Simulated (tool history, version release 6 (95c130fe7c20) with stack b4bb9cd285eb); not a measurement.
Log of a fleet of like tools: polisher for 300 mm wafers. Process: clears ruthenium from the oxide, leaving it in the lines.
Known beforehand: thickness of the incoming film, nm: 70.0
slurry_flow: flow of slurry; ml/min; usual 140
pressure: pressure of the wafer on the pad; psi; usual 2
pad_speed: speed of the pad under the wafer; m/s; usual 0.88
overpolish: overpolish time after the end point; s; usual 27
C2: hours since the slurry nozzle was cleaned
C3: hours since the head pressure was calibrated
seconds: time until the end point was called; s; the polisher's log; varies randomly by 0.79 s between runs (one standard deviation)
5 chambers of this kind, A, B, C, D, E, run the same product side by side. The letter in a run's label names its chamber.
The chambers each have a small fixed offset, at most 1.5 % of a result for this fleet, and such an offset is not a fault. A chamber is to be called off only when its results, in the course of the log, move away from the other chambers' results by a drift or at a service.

Run 1C, hour 15: usual settings; wafers polished on this pad 1406; C2 290.5; C3 818.3. Result: seconds 72.25 s.
Run 2A, hour 23.4: usual settings; wafers polished on this pad 345; C2 247.4; C3 414.3. Result: seconds 73.257 s.
At hour 29.1: chamber C: worn pad replaced by a new one.
Run 3B, hour 36.9: usual settings; wafers polished on this pad 954; C2 196.3; C3 68.6. Result: seconds 72.652 s.
At hour 45.9: chamber B: worn pad replaced by a new one.
At hour 47.1: chamber E: slurry nozzle cleaned.
At hour 48: chamber E: worn pad replaced by a new one.
Run 4D, hour 51.7: usual settings; wafers polished on this pad 598; C2 758.1; C3 123.1. Result: seconds 71.109 s.
Run 5E, hour 65.3: usual settings; wafers polished on this pad 200; C2 18.3; C3 106.2. Result: seconds 73.458 s.
At hour 68.7: chamber A: worn pad replaced by a new one.
Run 6B, hour 73.9: usual settings; wafers polished on this pad 324; C2 233.3; C3 105.6. Result: seconds 72.253 s.
Run 7D, hour 88.8: usual settings; wafers polished on this pad 1027; C2 795.2; C3 160.2. Result: seconds 71.443 s.
Run 8A, hour 95.8: usual settings but pad_speed 0.7 m/s; wafers polished on this pad 313; C2 319.8; C3 486.7. Result: seconds 90.893 s.
At hour 97.2: chamber D: worn pad replaced by a new one.
Run 9C, hour 103.7: usual settings but pad_speed 0.7 m/s; wafers polished on this pad 861; C2 379.2; C3 907. Result: seconds 91.492 s.
Run 10E, hour 115.9: usual settings but pad_speed 0.7 m/s; wafers polished on this pad 785; C2 68.9; C3 156.8. Result: seconds 91.332 s.
Run 11A, hour 131.2: usual settings but pad_speed 0.7 m/s; wafers polished on this pad 722; C2 355.2; C3 522.1. Result: seconds 92.987 s.
At hour 133.4: chamber E: worn pad replaced by a new one.
At hour 137.2: chamber D: slurry nozzle cleaned.
Run 12D, hour 142.3: usual settings but pad_speed 0.7 m/s; wafers polished on this pad 521; C2 5.1; C3 213.7. Result: seconds 91.262 s.
At hour 145: chamber C: worn pad replaced by a new one.
At hour 146: chamber A: worn pad replaced by a new one.
At hour 150.2: chamber B: worn pad replaced by a new one.
Run 13B, hour 153.6: usual settings; wafers polished on this pad 40; C2 313; C3 185.3. Result: seconds 72.121 s.
Run 14C, hour 167.5: usual settings; wafers polished on this pad 260; C2 443; C3 970.8. Result: seconds 73.973 s.
Run 15E, hour 175.6: usual settings but pad_speed 0.7 m/s, overpolish 18 s; wafers polished on this pad 487; C2 128.6; C3 216.5. Result: seconds 90.659 s.
Run 16C, hour 190.7: usual settings but pad_speed 0.7 m/s, overpolish 18 s; wafers polished on this pad 528; C2 466.2; C3 994. Result: seconds 90.908 s.
At hour 201: chamber D: worn pad replaced by a new one.
Run 17B, hour 205.6: usual settings but pad_speed 0.7 m/s, overpolish 18 s; wafers polished on this pad 641; C2 365; C3 237.3. Result: seconds 91.212 s.
At hour 214.4: chamber C: head pressure recalibrated.
Run 18E, hour 214.5: usual settings but pad_speed 0.7 m/s, overpolish 18 s; wafers polished on this pad 937; C2 167.5; C3 255.4. Result: seconds 91.399 s.
At hour 219.2: chamber A: worn pad replaced by a new one.
At hour 220.4: chamber E: worn pad replaced by a new one.
Run 19A, hour 224.2: usual settings but pad_speed 0.7 m/s, overpolish 18 s; wafers polished on this pad 58; C2 448.2; C3 615.1. Result: seconds 92.663 s.
At hour 235.4: chamber B: worn pad replaced by a new one.
Run 20D, hour 239.1: usual settings; wafers polished on this pad 440; C2 101.9; C3 310.5. Result: seconds 72.498 s.
At hour 246.4: chamber A: slurry nozzle cleaned.
Run 21D, hour 248.3: usual settings; wafers polished on this pad 546; C2 111.1; C3 319.7. Result: seconds 72.201 s.
At hour 255.2: chamber C: worn pad replaced by a new one.
Run 22B, hour 257.7: usual settings; wafers polished on this pad 258; C2 417.1; C3 289.4. Result: seconds 72.282 s.
Run 23E, hour 271: usual settings; wafers polished on this pad 585; C2 224; C3 311.9. Result: seconds 73.036 s.
Run 24A, hour 286.4: usual settings but overpolish 36 s; wafers polished on this pad 776; C2 40.1; C3 677.3. Result: seconds 73.358 s.
At hour 293: chamber A: worn pad replaced by a new one.
At hour 297: chamber E: slurry nozzle cleaned.
Run 25C, hour 297: usual settings but overpolish 36 s; wafers polished on this pad 483; C2 572.5; C3 82.7. Result: seconds 73.994 s.
Run 26A, hour 304.8: usual settings but overpolish 36 s; wafers polished on this pad 136; C2 58.5; C3 695.7. Result: seconds 73.574 s.
Run 27D, hour 313.9: usual settings but overpolish 36 s; wafers polished on this pad 1304; C2 176.7; C3 385.3. Result: seconds 70.984 s.
At hour 316: chamber E: worn pad replaced by a new one.
At hour 320: chamber D: worn pad replaced by a new one.
Run 28C, hour 324.6: usual settings but overpolish 36 s; wafers polished on this pad 802; C2 600.1; C3 110.3. Result: seconds 75.786 s.
At hour 329.6: chamber A: head pressure recalibrated.
Run 29E, hour 335.7: usual settings; wafers polished on this pad 227; C2 38.8; C3 376.6. Result: seconds 73.024 s.
At hour 348.3: chamber B: worn pad replaced by a new one.
Run 30B, hour 348.5: usual settings but pressure 1.4 psi; wafers polished on this pad 2; C2 507.9; C3 380.2. Result: seconds 104.86 s.
At hour 361.5: chamber C: worn pad replaced by a new one.
Run 31E, hour 361.6: usual settings but pressure 1.4 psi; wafers polished on this pad 526; C2 64.7; C3 402.5. Result: seconds 103.29 s.
At hour 368.4: chamber A: worn pad replaced by a new one.
Run 32B, hour 371.7: usual settings but pressure 1.4 psi; wafers polished on this pad 270; C2 531.1; C3 403.4. Result: seconds 103.36 s.
Run 33C, hour 380.8: usual settings but pressure 1.4 psi; wafers polished on this pad 223; C2 656.3; C3 166.5. Result: seconds 105.08 s.
Run 34D, hour 388.7: usual settings but pressure 1.4 psi; wafers polished on this pad 794; C2 251.5; C3 460.1. Result: seconds 102.34 s.
Run 35A, hour 395.6: usual settings; wafers polished on this pad 314; C2 149.3; C3 66. Result: seconds 74.789 s.
At hour 406.6: chamber B: head pressure recalibrated.
Run 36D, hour 409.9: usual settings; wafers polished on this pad 1038; C2 272.7; C3 481.3. Result: seconds 72.397 s.
Run 37B, hour 419.7: usual settings but pressure 1.6 psi; wafers polished on this pad 825; C2 579.1; C3 13.2. Result: seconds 92.102 s.

Predict what each chamber gives when all 5 of them run the settings below next.
Run 38A, hour 430.9: usual settings but overpolish 19 s. Result: seconds ?.
Run 38B, hour 430.9: usual settings but overpolish 19 s. Result: seconds ?.
Run 38C, hour 430.9: usual settings but overpolish 19 s. Result: seconds ?.
Run 38D, hour 430.9: usual settings but overpolish 19 s. Result: seconds ?.
Run 38E, hour 430.9: usual settings but overpolish 19 s. Result: seconds ?.

run  seconds
38A   72.223
38B   73.602
38C   75.937
38D   71.927
38E   73.323
